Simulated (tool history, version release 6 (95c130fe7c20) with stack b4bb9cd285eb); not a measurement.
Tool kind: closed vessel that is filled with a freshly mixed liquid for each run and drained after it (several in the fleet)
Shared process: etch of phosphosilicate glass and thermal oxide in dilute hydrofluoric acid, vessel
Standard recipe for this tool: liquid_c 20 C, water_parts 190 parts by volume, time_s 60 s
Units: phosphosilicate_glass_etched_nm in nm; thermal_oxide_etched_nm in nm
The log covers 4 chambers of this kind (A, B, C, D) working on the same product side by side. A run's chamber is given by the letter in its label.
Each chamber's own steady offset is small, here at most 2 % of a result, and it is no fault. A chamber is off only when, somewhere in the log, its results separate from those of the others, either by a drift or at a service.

| run | day | liquid_c | water_parts | time_s | read-back film thickness of the phosphosilicate glass reference wafer, read on the same gauge (nm) | read-back film thickness of the thermal oxide reference wafer, read on the same gauge (nm) | phosphosilicate_glass_etched_nm | thermal_oxide_etched_nm |
|---|---|---|---|---|---|---|---|---|
| 1B | 0.238 | 20 | 190 | 60 | 30.029 | 150.02 | 48.994 | 1.13120 |
| 2A | 0.525 | 20 | 190 | 60 | 30.010 | 150.00 | 48.731 | 1.11070 |
| 3D | 0.708 | 20 | 190 | 60 | 30.006 | 150.00 | 48.922 | 1.12990 |
| 4C | 0.946 | 20 | 190 | 60 | 29.983 | 149.99 | 49.036 | 1.09140 |
| 5C | 1.146 | 20 | 190 | 60 | 30.026 | 149.99 | 48.806 | 1.08040 |
| 6D | 1.342 | 20 | 190 | 60 | 30.009 | 150.01 | 48.883 | 1.09840 |
| 7A | 1.621 | 20 | 190 | 60 | 30.011 | 149.99 | 48.315 | 1.12390 |
| 8B | 1.954 | 20 | 190 | 60 | 30.006 | 150.00 | 48.744 | 1.14050 |
| 9C | 2.146 | 20 | 190 | 60 | 29.984 | 149.99 | 49.377 | 1.11170 |
| 10D | 2.325 | 20 | 155 | 60 | 29.994 | 149.99 | 62.542 | 1.37080 |
| 11B | 2.508 | 20 | 155 | 60 | 29.993 | 149.98 | 61.668 | 1.39980 |
| 12A | 2.771 | 20 | 155 | 60 | 29.988 | 150.02 | 61.747 | 1.44690 |
| 13C | 2.971 | 20 | 155 | 60 | 29.979 | 150.00 | 62.709 | 1.43690 |
| 14B | 3.183 | 20 | 190 | 60 | 30.011 | 150.01 | 48.999 | 1.11190 |
| 15D | 3.438 | 20 | 190 | 60 | 30.017 | 150.01 | 49.023 | 1.12310 |
| 16A | 3.650 | 20 | 190 | 60 | 29.978 | 149.98 | 48.993 | 1.13260 |
| 17B | 3.875 | 20 | 190 | 60 | 29.952 | 150.00 | 48.848 | 1.14170 |
| 18C | 4.046 | 20 | 190 | 60 | 30.006 | 150.01 | 49.012 | 1.11860 |
| 19A | 4.325 | 20 | 190 | 60 | 30.033 | 149.99 | 48.458 | 1.09730 |
| 20D | 4.671 | 20 | 190 | 60 | 30.002 | 149.97 | 49.058 | 1.12600 |
| 21B | 4.925 | 20 | 190 | 60 | 30.015 | 149.99 | 48.951 | 1.11310 |
| 22C | 5.158 | 24 | 270 | 60 | 30.009 | 150.02 | 37.067 | 0.82112 |
|  | 5.425 | chamber A: thermometer replaced |
| 23D | 5.442 | 24 | 270 | 60 | 30.022 | 150.00 | 37.026 | 0.82720 |
| 24A | 5.675 | 24 | 270 | 60 | 30.009 | 149.99 | 36.401 | 0.81943 |
| 25A | 6.042 | 24 | 270 | 60 | 30.034 | 149.97 | 36.578 | 0.83203 |
| 26B | 6.367 | 20 | 190 | 60 | 30.009 | 149.97 | 48.594 | 1.09360 |
| 27C | 6.608 | 20 | 190 | 60 | 29.974 | 150.00 | 49.174 | 1.10220 |
| 28D | 6.842 | 17 | 190 | 60 | 29.999 | 149.98 | 43.466 | 0.99962 |

Does one chamber stand apart from the rest, does the shared gauge drift, or is all well apart from small per-chamber offsets? Give the chamber and the most likely cause, where there is one.

No chamber stands off beyond its own small offset, and the gauge holds steady.

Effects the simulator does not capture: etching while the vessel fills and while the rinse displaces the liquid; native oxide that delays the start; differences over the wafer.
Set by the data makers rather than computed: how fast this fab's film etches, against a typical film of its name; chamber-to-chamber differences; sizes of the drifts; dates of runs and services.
